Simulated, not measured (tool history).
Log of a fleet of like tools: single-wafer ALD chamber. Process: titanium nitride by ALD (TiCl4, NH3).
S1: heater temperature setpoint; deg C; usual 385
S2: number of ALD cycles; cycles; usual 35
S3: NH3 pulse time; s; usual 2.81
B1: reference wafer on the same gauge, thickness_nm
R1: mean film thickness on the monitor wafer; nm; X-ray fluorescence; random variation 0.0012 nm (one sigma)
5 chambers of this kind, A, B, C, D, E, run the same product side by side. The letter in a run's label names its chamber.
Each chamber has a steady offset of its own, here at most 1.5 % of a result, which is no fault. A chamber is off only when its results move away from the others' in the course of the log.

run 1D hour=4.4 | S1=385 S2=35 S3=2.81 | B1=0.66905 | R1=0.77919
run 2A hour=10.8 | S1=385 S2=35 S3=2.81 | B1=0.66876 | R1=0.78505
run 3B hour=15.5 | S1=385 S2=35 S3=2.81 | B1=0.66874 | R1=0.77119
run 4C hour=20 | S1=385 S2=35 S3=2.81 | B1=0.6686 | R1=0.77431
run 5E hour=24.2 | S1=385 S2=35 S3=2.81 | B1=0.66845 | R1=0.78042
run 6A hour=30.3 | S1=385 S2=35 S3=2.81 | B1=0.66829 | R1=0.78255
run 7B hour=34.1 | S1=385 S2=35 S3=2.81 | B1=0.66828 | R1=0.7723
run 8D hour=37.3 | S1=385 S2=35 S3=2.81 | B1=0.66834 | R1=0.77745
run 9C hour=42.7 | S1=385 S2=35 S3=2.81 | B1=0.66804 | R1=0.77188
run 10E hour=46.2 | S1=385 S2=35 S3=2.81 | B1=0.66781 | R1=0.77812
run 11D hour=51 | S1=385 S2=35 S3=2.81 | B1=0.66792 | R1=0.77856
run 12B hour=55 | S1=385 S2=35 S3=2.81 | B1=0.66768 | R1=0.77188
run 13E hour=60.8 | S1=385 S2=35 S3=2.81 | B1=0.66757 | R1=0.77893
run 14A hour=65.2 | S1=385 S2=35 S3=2.81 | B1=0.66742 | R1=0.7801
run 15C hour=69.5 | S1=385 S2=35 S3=2.81 | B1=0.66753 | R1=0.77656
run 16A hour=75.7 | S1=385 S2=35 S3=2.81 | B1=0.66703 | R1=0.77974
run 17D hour=79.7 | S1=385 S2=35 S3=2.81 | B1=0.66713 | R1=0.77899
run 18E hour=82.9 | S1=385 S2=35 S3=2.81 | B1=0.66707 | R1=0.77838
run 19C hour=85.9 | S1=385 S2=35 S3=2.81 | B1=0.66709 | R1=0.7759
run 20B hour=92.1 | S1=385 S2=35 S3=2.81 | B1=0.66694 | R1=0.77091
run 21E hour=98.5 | S1=385 S2=35 S3=2.81 | B1=0.66662 | R1=0.77683
run 22B hour=102.4 | S1=385 S2=35 S3=2.81 | B1=0.66662 | R1=0.76996
run 23D hour=108.1 | S1=385 S2=35 S3=2.81 | B1=0.66638 | R1=0.77727
run 24A hour=113.6 | S1=385 S2=35 S3=2.81 | B1=0.66663 | R1=0.78094
run 25C hour=119.4 | S1=385 S2=35 S3=2.81 | B1=0.66635 | R1=0.77401
run 26E hour=122.5 | S1=385 S2=35 S3=2.81 | B1=0.66623 | R1=0.77618
run 27D hour=126.5 | S1=385 S2=32 S3=3.23 | B1=0.66618 | R1=0.71291
run 28A hour=132.3 | S1=385 S2=32 S3=3.23 | B1=0.66596 | R1=0.71537
run 29C hour=137.7 | S1=385 S2=32 S3=3.23 | B1=0.66598 | R1=0.70863
run 30B hour=141.1 | S1=385 S2=32 S3=3.23 | B1=0.66584 | R1=0.7083
run 31C hour=146.9 | S1=385 S2=32 S3=3.23 | B1=0.66564 | R1=0.7116
run 32E hour=149.9 | S1=385 S2=35 S3=2.81 | B1=0.66575 | R1=0.77648
run 33A hour=153.1 | S1=385 S2=35 S3=2.81 | B1=0.66563 | R1=0.78012
run 34D hour=156.4 | S1=385 S2=35 S3=2.81 | B1=0.66558 | R1=0.77404
run 35B hour=159.9 | S1=385 S2=35 S3=2.81 | B1=0.66533 | R1=0.76969
run 36B hour=165.8 | S1=385 S2=35 S3=2.81 | B1=0.66512 | R1=0.76873
run 37C hour=168.8 | S1=385 S2=35 S3=2.81 | B1=0.66497 | R1=0.7714
run 38D hour=172.8 | S1=385 S2=35 S3=2.81 | B1=0.665 | R1=0.77503
run 39A hour=177.8 | S1=385 S2=35 S3=2.81 | B1=0.66517 | R1=0.78001
run 40E hour=184 | S1=385 S2=35 S3=2.81 | B1=0.66479 | R1=0.7767

All 5 chambers run these settings next. Forecast each chamber's results:
run 41A hour=188.7 | S1=385 S2=35 S3=2.81 | R1=?
run 41B hour=188.7 | S1=385 S2=35 S3=2.81 | R1=?
run 41C hour=188.7 | S1=385 S2=35 S3=2.81 | R1=?
run 41D hour=188.7 | S1=385 S2=35 S3=2.81 | R1=?
run 41E hour=188.7 | S1=385 S2=35 S3=2.81 | R1=?

run=41A R1=0.77841
run=41B R1=0.76995
run=41C R1=0.77187
run=41D R1=0.77526
run=41E R1=0.77488
